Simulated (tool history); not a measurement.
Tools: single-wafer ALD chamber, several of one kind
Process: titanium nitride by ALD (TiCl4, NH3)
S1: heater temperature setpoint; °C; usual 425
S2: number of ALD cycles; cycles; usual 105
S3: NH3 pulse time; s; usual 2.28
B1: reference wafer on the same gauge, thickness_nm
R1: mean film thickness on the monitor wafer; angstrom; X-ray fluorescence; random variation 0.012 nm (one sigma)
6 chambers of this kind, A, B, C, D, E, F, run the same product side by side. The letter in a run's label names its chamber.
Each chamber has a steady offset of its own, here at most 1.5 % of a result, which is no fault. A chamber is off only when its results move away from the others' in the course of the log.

run 1A hour=7.2 | S1=425 S2=105 S3=2.28 | B1=1.9498 | R1=23.566
run 2E hour=17.6 | S1=425 S2=105 S3=2.28 | B1=1.9461 | R1=23.454
run 3D hour=27.8 | S1=425 S2=105 S3=2.28 | B1=1.9503 | R1=23.649
run 4C hour=33.9 | S1=425 S2=105 S3=2.28 | B1=1.9496 | R1=23.494
run 5B hour=43.0 | S1=425 S2=123 S3=2.28 | B1=1.9508 | R1=27.272
run 6F hour=54.7 | S1=425 S2=123 S3=2.28 | B1=1.9515 | R1=27.617
run 7B hour=65.1 | S1=425 S2=123 S3=2.28 | B1=1.9496 | R1=27.080
run 8F hour=71.8 | S1=425 S2=123 S3=2.28 | B1=1.9512 | R1=27.540
run 9C hour=78.4 | S1=425 S2=123 S3=2.28 | B1=1.9520 | R1=27.421
run 10D hour=90.1 | S1=425 S2=123 S3=2.28 | B1=1.9506 | R1=27.472
run 11E hour=99.8 | S1=425 S2=105 S3=2.28 | B1=1.9501 | R1=23.460
run 12A hour=106.1 | S1=425 S2=105 S3=2.28 | B1=1.9498 | R1=23.547
run 13B hour=116.7 | S1=439 S2=105 S3=2.28 | B1=1.9488 | R1=23.239
run 14A hour=125.9 | S1=439 S2=105 S3=2.28 | B1=1.9519 | R1=23.341
run 15F hour=136.4 | S1=439 S2=105 S3=2.28 | B1=1.9532 | R1=23.475
run 16E hour=142.6 | S1=439 S2=105 S3=2.28 | B1=1.9485 | R1=23.526
run 17C hour=153.3 | S1=439 S2=105 S3=2.28 | B1=1.9503 | R1=23.233
run 18D hour=162.3 | S1=439 S2=105 S3=2.28 | B1=1.9490 | R1=23.561
run 19E hour=168.2 | S1=425 S2=105 S3=2.28 | B1=1.9470 | R1=23.566
run 20C hour=176.1 | S1=425 S2=105 S3=2.28 | B1=1.9511 | R1=23.420
run 21B hour=184.8 | S1=425 S2=105 S3=2.28 | B1=1.9491 | R1=23.013
run 22D hour=195.4 | S1=425 S2=105 S3=2.28 | B1=1.9497 | R1=23.631
run 23F hour=201.0 | S1=425 S2=105 S3=2.28 | B1=1.9487 | R1=23.491
run 24A hour=206.8 | S1=425 S2=105 S3=2.28 | B1=1.9530 | R1=23.272
run 25E hour=214.8 | S1=425 S2=105 S3=2.28 | B1=1.9501 | R1=23.357
run 26F hour=223.6 | S1=425 S2=105 S3=2.28 | B1=1.9524 | R1=23.740
run 27D hour=229.2 | S1=425 S2=105 S3=2.28 | B1=1.9500 | R1=23.849
run 28C hour=234.6 | S1=425 S2=105 S3=2.28 | B1=1.9520 | R1=23.419
run 29A hour=240.3 | S1=425 S2=105 S3=2.28 | B1=1.9514 | R1=23.365
run 30B hour=249.2 | S1=425 S2=105 S3=2.28 | B1=1.9493 | R1=23.179
run 31D hour=255.4 | S1=425 S2=105 S3=2.28 | B1=1.9521 | R1=23.594
run 32B hour=262.3 | S1=416 S2=105 S3=2.28 | B1=1.9500 | R1=23.061
run 33E hour=272.2 | S1=416 S2=105 S3=2.28 | B1=1.9477 | R1=23.413
run 34C hour=277.7 | S1=416 S2=105 S3=2.28 | B1=1.9484 | R1=23.066
run 35F hour=286.5 | S1=416 S2=105 S3=2.28 | B1=1.9479 | R1=23.663
run 36A hour=296.7 | S1=416 S2=105 S3=2.28 | B1=1.9497 | R1=23.364
run 37D hour=306.5 | S1=416 S2=105 S3=2.28 | B1=1.9505 | R1=23.297
run 38B hour=315.2 | S1=425 S2=105 S3=2.28 | B1=1.9498 | R1=22.959
run 39C hour=326.1 | S1=425 S2=105 S3=2.28 | B1=1.9527 | R1=23.546
run 40E hour=331.7 | S1=425 S2=105 S3=2.28 | B1=1.9505 | R1=23.652
run 41F hour=342.6 | S1=425 S2=105 S3=2.28 | B1=1.9498 | R1=23.534
run 42A hour=347.7 | S1=425 S2=105 S3=2.28 | B1=1.9518 | R1=23.780
run 43F hour=357.5 | S1=425 S2=105 S3=2.28 | B1=1.9510 | R1=23.464

Next, every chamber runs the same settings. What will each give?
run 44A hour=366.0 | S1=425 S2=97 S3=2.28 | R1=?
run 44B hour=366.0 | S1=425 S2=97 S3=2.28 | R1=?
run 44C hour=366.0 | S1=425 S2=97 S3=2.28 | R1=?
run 44D hour=366.0 | S1=425 S2=97 S3=2.28 | R1=?
run 44E hour=366.0 | S1=425 S2=97 S3=2.28 | R1=?
run 44F hour=366.0 | S1=425 S2=97 S3=2.28 | R1=?

run=44A R1=21.607
run=44B R1=21.342
run=44C R1=21.562
run=44D R1=21.795
run=44E R1=21.826
run=44F R1=21.933

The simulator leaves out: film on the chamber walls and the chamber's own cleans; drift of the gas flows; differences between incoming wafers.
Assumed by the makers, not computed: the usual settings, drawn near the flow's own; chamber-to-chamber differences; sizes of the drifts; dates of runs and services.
